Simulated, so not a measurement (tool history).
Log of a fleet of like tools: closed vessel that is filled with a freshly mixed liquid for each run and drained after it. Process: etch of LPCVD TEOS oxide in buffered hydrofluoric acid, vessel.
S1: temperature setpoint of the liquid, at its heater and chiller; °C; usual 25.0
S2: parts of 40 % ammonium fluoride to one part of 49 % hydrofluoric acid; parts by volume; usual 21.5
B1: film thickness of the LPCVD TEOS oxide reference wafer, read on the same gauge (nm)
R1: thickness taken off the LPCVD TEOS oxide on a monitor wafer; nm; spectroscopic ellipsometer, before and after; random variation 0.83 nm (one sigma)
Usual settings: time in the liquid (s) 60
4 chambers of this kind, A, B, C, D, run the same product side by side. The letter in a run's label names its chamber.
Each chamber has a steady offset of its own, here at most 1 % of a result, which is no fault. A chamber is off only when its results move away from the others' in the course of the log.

{"run": "1A", "hour": 10.1, "S1": 25.0, "S2": 21.5, "time in the liquid (s)": 60, "B1": 109.97, "R1": 139.67}
{"run": "2B", "hour": 17.2, "S1": 25.0, "S2": 21.5, "time in the liquid (s)": 60, "B1": 109.99, "R1": 141.4}
{"run": "3D", "hour": 26.7, "S1": 25.0, "S2": 21.5, "time in the liquid (s)": 60, "B1": 110.02, "R1": 140.62}
{"run": "4C", "hour": 40.4, "S1": 25.0, "S2": 21.5, "time in the liquid (s)": 60, "B1": 110.02, "R1": 141.72}
{"run": "5C", "hour": 50.2, "S1": 25.0, "S2": 21.5, "time in the liquid (s)": 60, "B1": 110.02, "R1": 141.61}
{"run": "6A", "hour": 60.8, "S1": 25.0, "S2": 21.5, "time in the liquid (s)": 60, "B1": 109.98, "R1": 140.29}
{"run": "7B", "hour": 75.2, "S1": 25.0, "S2": 21.5, "time in the liquid (s)": 60, "B1": 110.0, "R1": 139.01}
{"hour": 80.9, "done": "chamber D: hydrofluoric acid flow meter replaced"}
{"run": "8D", "hour": 84.7, "S1": 25.0, "S2": 21.5, "time in the liquid (s)": 60, "B1": 109.98, "R1": 141.11}
{"run": "9D", "hour": 93.2, "S1": 25.0, "S2": 21.5, "time in the liquid (s)": 60, "B1": 110.0, "R1": 141.1}
{"run": "10C", "hour": 101.0, "S1": 25.0, "S2": 21.5, "time in the liquid (s)": 60, "B1": 110.03, "R1": 141.04}
{"hour": 109.2, "done": "chamber A: hydrofluoric acid flow meter replaced"}
{"run": "11B", "hour": 115.7, "S1": 25.0, "S2": 21.5, "time in the liquid (s)": 60, "B1": 109.99, "R1": 141.32}
{"run": "12A", "hour": 129.6, "S1": 25.0, "S2": 21.5, "time in the liquid (s)": 60, "B1": 109.99, "R1": 141.56}
{"run": "13C", "hour": 138.3, "S1": 25.0, "S2": 21.5, "time in the liquid (s)": 60, "B1": 110.01, "R1": 139.49}
{"run": "14B", "hour": 153.2, "S1": 25.0, "S2": 21.5, "time in the liquid (s)": 60, "B1": 109.99, "R1": 139.27}
{"run": "15D", "hour": 162.3, "S1": 21.0, "S2": 21.5, "time in the liquid (s)": 40, "B1": 110.0, "R1": 74.41}
{"run": "16A", "hour": 174.1, "S1": 21.0, "S2": 21.5, "time in the liquid (s)": 40, "B1": 110.02, "R1": 75.432}
{"run": "17A", "hour": 184.1, "S1": 21.0, "S2": 21.5, "time in the liquid (s)": 40, "B1": 110.01, "R1": 76.355}
{"run": "18B", "hour": 194.8, "S1": 21.0, "S2": 21.5, "time in the liquid (s)": 40, "B1": 110.0, "R1": 74.645}
{"run": "19C", "hour": 202.8, "S1": 25.0, "S2": 21.5, "time in the liquid (s)": 60, "B1": 110.0, "R1": 135.87}
{"run": "20D", "hour": 211.1, "S1": 26.5, "S2": 29.0, "time in the liquid (s)": 60, "B1": 109.98, "R1": 124.06}
{"run": "21B", "hour": 220.8, "S1": 26.5, "S2": 29.0, "time in the liquid (s)": 60, "B1": 109.97, "R1": 122.88}
{"run": "22D", "hour": 234.3, "S1": 26.5, "S2": 29.0, "time in the liquid (s)": 60, "B1": 110.0, "R1": 124.99}
{"run": "23C", "hour": 246.9, "S1": 26.5, "S2": 29.0, "time in the liquid (s)": 60, "B1": 110.01, "R1": 117.15}
{"run": "24A", "hour": 258.6, "S1": 25.0, "S2": 21.5, "time in the liquid (s)": 60, "B1": 110.0, "R1": 141.82}
{"run": "25C", "hour": 268.9, "S1": 25.0, "S2": 21.5, "time in the liquid (s)": 60, "B1": 110.01, "R1": 133.8}
{"run": "26A", "hour": 282.1, "S1": 25.0, "S2": 21.5, "time in the liquid (s)": 60, "B1": 110.0, "R1": 141.46}
{"run": "27D", "hour": 292.3, "S1": 25.0, "S2": 21.5, "time in the liquid (s)": 60, "B1": 110.0, "R1": 140.44}
{"run": "28B", "hour": 301.0, "S1": 25.0, "S2": 21.5, "time in the liquid (s)": 60, "B1": 110.04, "R1": 140.57}
{"run": "29B", "hour": 315.2, "S1": 25.0, "S2": 21.5, "time in the liquid (s)": 60, "B1": 109.98, "R1": 140.37}
{"run": "30D", "hour": 326.4, "S1": 25.0, "S2": 21.5, "time in the liquid (s)": 60, "B1": 109.97, "R1": 139.24}
{"run": "31C", "hour": 333.3, "S1": 25.0, "S2": 21.5, "time in the liquid (s)": 60, "B1": 110.0, "R1": 129.53}

Is one chamber off against the others, does the gauge drift, or is nothing wrong? If a chamber is off, say which, and what the likeliest cause is.

Chamber C drifts away from the others.
Cause: hydrofluoric acid flow below the setpoint (%) = 11.6.
The log may not tell that from: liquid colder than its thermometer reads (K).

Here are 4 candidates for chamber C's next run, each the usual settings with a change, their results left as question marks. Which one brings its results back in line with what the others give on the usual settings?
In line means no further than this from the other chambers' mean on the usual settings: R1 2.900 nm
{"run": "32C-1", "hour": 344.2, "S1": 24.5, "S2": 22.5, "time in the liquid (s)": 55, "R1": "?"}
{"run": "32C-2", "hour": 344.2, "S1": 25.0, "S2": 19.0, "time in the liquid (s)": 60, "R1": "?"}
{"run": "32C-3", "hour": 344.2, "S1": 23.5, "S2": 21.5, "time in the liquid (s)": 60, "R1": "?"}
{"run": "32C-4", "hour": 344.2, "S1": 25.0, "S2": 21.5, "time in the liquid (s)": 70, "R1": "?"}

The other chambers' mean on the usual settings: R1 140.410 nm
run=32C-1 R1=112.850
run=32C-2 R1=141.920
run=32C-3 R1=120.130
run=32C-4 R1=152.240
32C-2 brings the chamber back in line.
